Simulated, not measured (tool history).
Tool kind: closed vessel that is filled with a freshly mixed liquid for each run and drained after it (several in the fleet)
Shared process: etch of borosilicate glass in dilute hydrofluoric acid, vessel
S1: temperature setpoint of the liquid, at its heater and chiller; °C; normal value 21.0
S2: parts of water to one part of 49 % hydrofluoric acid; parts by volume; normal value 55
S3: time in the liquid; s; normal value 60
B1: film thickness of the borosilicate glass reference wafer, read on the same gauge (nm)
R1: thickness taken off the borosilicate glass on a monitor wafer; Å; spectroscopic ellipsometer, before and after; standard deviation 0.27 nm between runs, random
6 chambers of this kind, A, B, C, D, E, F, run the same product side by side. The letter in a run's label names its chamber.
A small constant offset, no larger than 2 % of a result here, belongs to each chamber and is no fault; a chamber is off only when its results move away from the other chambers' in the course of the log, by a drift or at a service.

run 1B hour=5.9 | S1=21.0 S2=55 S3=60 | B1=139.98 | R1=341.99
run 2E hour=14.8 | S1=21.0 S2=55 S3=60 | B1=139.96 | R1=337.96
run 3A hour=23.0 | S1=21.0 S2=55 S3=60 | B1=139.99 | R1=353.14
run 4D hour=29.1 | S1=21.0 S2=55 S3=60 | B1=140.02 | R1=350.94
run 5C hour=34.2 | S1=21.0 S2=55 S3=60 | B1=139.97 | R1=351.47
run 6F hour=42.8 | S1=21.0 S2=55 S3=60 | B1=140.02 | R1=337.73
run 7A hour=52.7 | S1=21.0 S2=55 S3=60 | B1=139.98 | R1=349.87
run 8B hour=60.9 | S1=21.0 S2=55 S3=60 | B1=140.01 | R1=344.12
run 9C hour=71.4 | S1=21.0 S2=55 S3=60 | B1=140.01 | R1=357.37
run 10D hour=76.9 | S1=21.0 S2=55 S3=60 | B1=139.96 | R1=346.75
-- hour=77.0 chamber B: thermometer replaced
run 11E hour=83.0 | S1=21.0 S2=55 S3=60 | B1=139.99 | R1=341.01
run 12F hour=89.4 | S1=21.0 S2=55 S3=60 | B1=139.99 | R1=341.45
run 13B hour=98.7 | S1=21.0 S2=55 S3=60 | B1=140.03 | R1=344.41
run 14F hour=107.8 | S1=21.0 S2=55 S3=60 | B1=140.01 | R1=342.44
-- hour=112.9 chamber F: hydrofluoric acid flow meter replaced
run 15C hour=114.4 | S1=21.0 S2=55 S3=60 | B1=139.99 | R1=346.39
run 16E hour=121.4 | S1=21.0 S2=55 S3=60 | B1=139.97 | R1=342.08
run 17A hour=129.0 | S1=21.0 S2=55 S3=60 | B1=139.96 | R1=349.45
-- hour=133.5 chamber E: hydrofluoric acid flow meter replaced
run 18D hour=139.3 | S1=21.0 S2=55 S3=60 | B1=140.05 | R1=347.86
run 19B hour=149.2 | S1=21.0 S2=55 S3=60 | B1=139.99 | R1=341.60
run 20D hour=153.8 | S1=21.0 S2=35 S3=60 | B1=139.97 | R1=560.22
run 21F hour=162.1 | S1=21.0 S2=35 S3=60 | B1=139.98 | R1=541.52
run 22A hour=170.0 | S1=21.0 S2=35 S3=60 | B1=139.99 | R1=572.95
run 23C hour=175.0 | S1=21.0 S2=35 S3=60 | B1=140.02 | R1=534.86
run 24E hour=182.9 | S1=21.0 S2=35 S3=60 | B1=140.00 | R1=556.08
run 25B hour=189.5 | S1=21.0 S2=35 S3=60 | B1=140.00 | R1=546.70
run 26D hour=196.4 | S1=21.0 S2=55 S3=60 | B1=140.04 | R1=347.33
-- hour=201.1 chamber E: thermometer replaced
run 27A hour=205.4 | S1=21.0 S2=55 S3=60 | B1=140.01 | R1=349.60
run 28C hour=212.2 | S1=21.0 S2=55 S3=60 | B1=139.96 | R1=330.52
run 29F hour=221.5 | S1=21.0 S2=55 S3=60 | B1=139.97 | R1=344.72
run 30E hour=229.8 | S1=21.0 S2=55 S3=60 | B1=139.97 | R1=350.59
run 31B hour=236.2 | S1=21.0 S2=55 S3=60 | B1=139.97 | R1=344.90
run 32C hour=242.1 | S1=21.0 S2=55 S3=60 | B1=139.98 | R1=326.43
run 33A hour=250.6 | S1=21.0 S2=70 S3=85 | B1=139.98 | R1=381.57
run 34E hour=257.1 | S1=21.0 S2=70 S3=85 | B1=140.00 | R1=375.93
run 35F hour=262.6 | S1=21.0 S2=70 S3=85 | B1=139.99 | R1=370.63
run 36D hour=267.4 | S1=21.0 S2=70 S3=85 | B1=139.99 | R1=380.57
run 37C hour=278.1 | S1=21.0 S2=70 S3=85 | B1=139.99 | R1=347.36
run 38D hour=285.4 | S1=21.0 S2=70 S3=85 | B1=139.99 | R1=379.79
run 39A hour=291.6 | S1=21.0 S2=55 S3=60 | B1=140.02 | R1=351.09
run 40B hour=298.5 | S1=25.5 S2=55 S3=60 | B1=140.00 | R1=417.83
run 41E hour=307.0 | S1=25.5 S2=55 S3=60 | B1=140.02 | R1=417.30
run 42F hour=314.7 | S1=25.5 S2=55 S3=60 | B1=139.99 | R1=412.90

Is one chamber out of step, is the gauge drifting, or do the chambers differ by no more than their own small offsets? For an off chamber, give its letter and the likeliest cause.

Little by little, chamber C moves away from the other chambers.
Likeliest cause: liquid colder than its thermometer reads (K) = 2.5.
It could be hard to tell apart here from: hydrofluoric acid flow below the setpoint (%).

Which of the 4 candidates below, each the usual settings with something changed and its results left as question marks, puts chamber C back in line with what the other chambers give on the usual settings?
Maximum distance from the other chambers' mean on the usual settings for a result to count as in line: R1 9.40 Å
run 43C-1 hour=322.3 | S1=21.0 S2=50 S3=60 | R1=?
run 43C-2 hour=322.3 | S1=22.0 S2=55 S3=60 | R1=?
run 43C-3 hour=322.3 | S1=21.0 S2=55 S3=55 | R1=?
run 43C-4 hour=322.3 | S1=20.0 S2=55 S3=60 | R1=?

What the other chambers average on the usual settings: R1 345.89 Å
run=43C-1 R1=349.15
run=43C-2 R1=329.82
run=43C-3 R1=289.59
run=43C-4 R1=302.48
43C-1 puts the chamber back in line with the other chambers.
